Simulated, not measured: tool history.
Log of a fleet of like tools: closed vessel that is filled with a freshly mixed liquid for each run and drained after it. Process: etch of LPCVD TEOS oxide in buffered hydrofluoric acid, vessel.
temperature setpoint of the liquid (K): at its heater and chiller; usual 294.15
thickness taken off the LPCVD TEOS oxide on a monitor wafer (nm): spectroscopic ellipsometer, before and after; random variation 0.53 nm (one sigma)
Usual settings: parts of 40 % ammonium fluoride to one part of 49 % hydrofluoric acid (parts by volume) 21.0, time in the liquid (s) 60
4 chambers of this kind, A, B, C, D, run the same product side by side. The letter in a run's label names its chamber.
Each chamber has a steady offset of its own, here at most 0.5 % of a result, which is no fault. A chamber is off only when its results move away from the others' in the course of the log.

| run | day | temperature setpoint of the liquid (K) | parts of 40 % ammonium fluoride to one part of 49 % hydrofluoric acid (parts by volume) | time in the liquid (s) | read-back film thickness of the LPCVD TEOS oxide reference wafer, read on the same gauge (nm) | thickness taken off the LPCVD TEOS oxide on a monitor wafer (nm) |
|---|---|---|---|---|---|---|
| 1A | 0.608 | 294.15 | 21.0 | 60 | 30.007 | 133.080 |
| 2B | 1.162 | 294.15 | 21.0 | 60 | 30.004 | 132.700 |
| 3D | 1.671 | 294.15 | 21.0 | 60 | 30.023 | 133.140 |
|  | 1.800 | chamber A: hydrofluoric acid flow meter replaced |
| 4C | 2.100 | 294.15 | 21.0 | 60 | 30.000 | 133.810 |
| 5D | 2.675 | 294.15 | 21.0 | 60 | 29.974 | 134.260 |
| 6C | 3.158 | 294.15 | 21.0 | 60 | 29.993 | 133.380 |
| 7A | 3.646 | 294.15 | 21.0 | 60 | 30.009 | 134.070 |
| 8B | 4.283 | 292.15 | 25.0 | 60 | 29.990 | 104.640 |
| 9D | 4.696 | 292.15 | 25.0 | 60 | 29.987 | 105.490 |
| 10A | 5.233 | 292.15 | 25.0 | 60 | 29.999 | 105.720 |
|  | 5.629 | chamber B: hydrofluoric acid flow meter replaced |
| 11C | 5.854 | 292.15 | 25.0 | 60 | 29.984 | 105.550 |
| 12B | 6.367 | 294.15 | 21.0 | 60 | 29.980 | 133.310 |
| 13C | 6.800 | 294.15 | 21.0 | 60 | 29.992 | 133.140 |
| 14D | 7.204 | 294.15 | 21.0 | 60 | 30.008 | 132.860 |
| 15A | 7.692 | 294.15 | 21.0 | 60 | 29.994 | 133.470 |
| 16B | 8.017 | 294.15 | 21.0 | 60 | 30.018 | 133.360 |
| 17B | 8.342 | 294.15 | 21.0 | 60 | 30.028 | 132.380 |
| 18D | 8.675 | 294.15 | 21.0 | 60 | 30.029 | 133.390 |
| 19A | 9.225 | 294.15 | 21.0 | 60 | 29.990 | 132.080 |
| 20C | 9.808 | 294.15 | 21.0 | 60 | 30.002 | 132.390 |
| 21A | 10.283 | 294.15 | 21.0 | 60 | 30.026 | 132.690 |
| 22D | 10.675 | 294.15 | 21.0 | 60 | 29.967 | 133.880 |
| 23B | 10.996 | 294.15 | 21.0 | 60 | 29.994 | 132.800 |
| 24C | 11.379 | 294.15 | 21.0 | 60 | 29.994 | 133.030 |
| 25C | 11.912 | 294.15 | 21.0 | 60 | 29.980 | 133.480 |
| 26D | 12.254 | 294.15 | 21.0 | 60 | 29.995 | 134.010 |
| 27A | 12.875 | 294.15 | 21.0 | 60 | 30.002 | 132.720 |
| 28B | 13.308 | 294.15 | 21.0 | 60 | 30.020 | 133.390 |
| 29D | 13.746 | 294.15 | 21.0 | 60 | 30.032 | 132.960 |
| 30A | 14.162 | 294.15 | 21.0 | 60 | 30.021 | 132.620 |
| 31B | 14.512 | 294.15 | 21.0 | 60 | 30.006 | 133.170 |
| 32C | 15.046 | 291.15 | 28.5 | 60 | 29.973 | 90.850 |
| 33A | 15.546 | 291.15 | 28.5 | 60 | 30.002 | 90.617 |
|  | 15.817 | chamber D: hydrofluoric acid flow meter replaced |
| 34C | 16.108 | 291.15 | 28.5 | 60 | 30.017 | 91.025 |
| 35B | 16.633 | 291.15 | 28.5 | 60 | 29.997 | 90.664 |
| 36D | 17.146 | 294.15 | 21.0 | 60 | 30.017 | 133.030 |
| 37D | 17.429 | 298.65 | 21.0 | 60 | 30.021 | 171.550 |
| 38A | 17.912 | 298.65 | 21.0 | 60 | 29.992 | 170.480 |
| 39C | 18.562 | 298.65 | 21.0 | 60 | 30.001 | 171.460 |
| 40B | 18.896 | 298.65 | 21.0 | 60 | 30.027 | 170.890 |
| 41B | 19.225 | 294.15 | 21.0 | 60 | 30.011 | 132.340 |
| 42A | 19.508 | 292.15 | 21.0 | 60 | 29.971 | 118.710 |

Next, every chamber runs the same settings. What will each give?
| 43A | 19.975 | 292.15 | 21.0 | 60 |  | ? |
| 43B | 19.975 | 292.15 | 21.0 | 60 |  | ? |
| 43C | 19.975 | 292.15 | 21.0 | 60 |  | ? |
| 43D | 19.975 | 292.15 | 21.0 | 60 |  | ? |

| run | thickness taken off the LPCVD TEOS oxide on a monitor wafer (nm) |
|---|---|
| 43A | 118.910 |
| 43B | 118.620 |
| 43C | 119.310 |
| 43D | 119.300 |

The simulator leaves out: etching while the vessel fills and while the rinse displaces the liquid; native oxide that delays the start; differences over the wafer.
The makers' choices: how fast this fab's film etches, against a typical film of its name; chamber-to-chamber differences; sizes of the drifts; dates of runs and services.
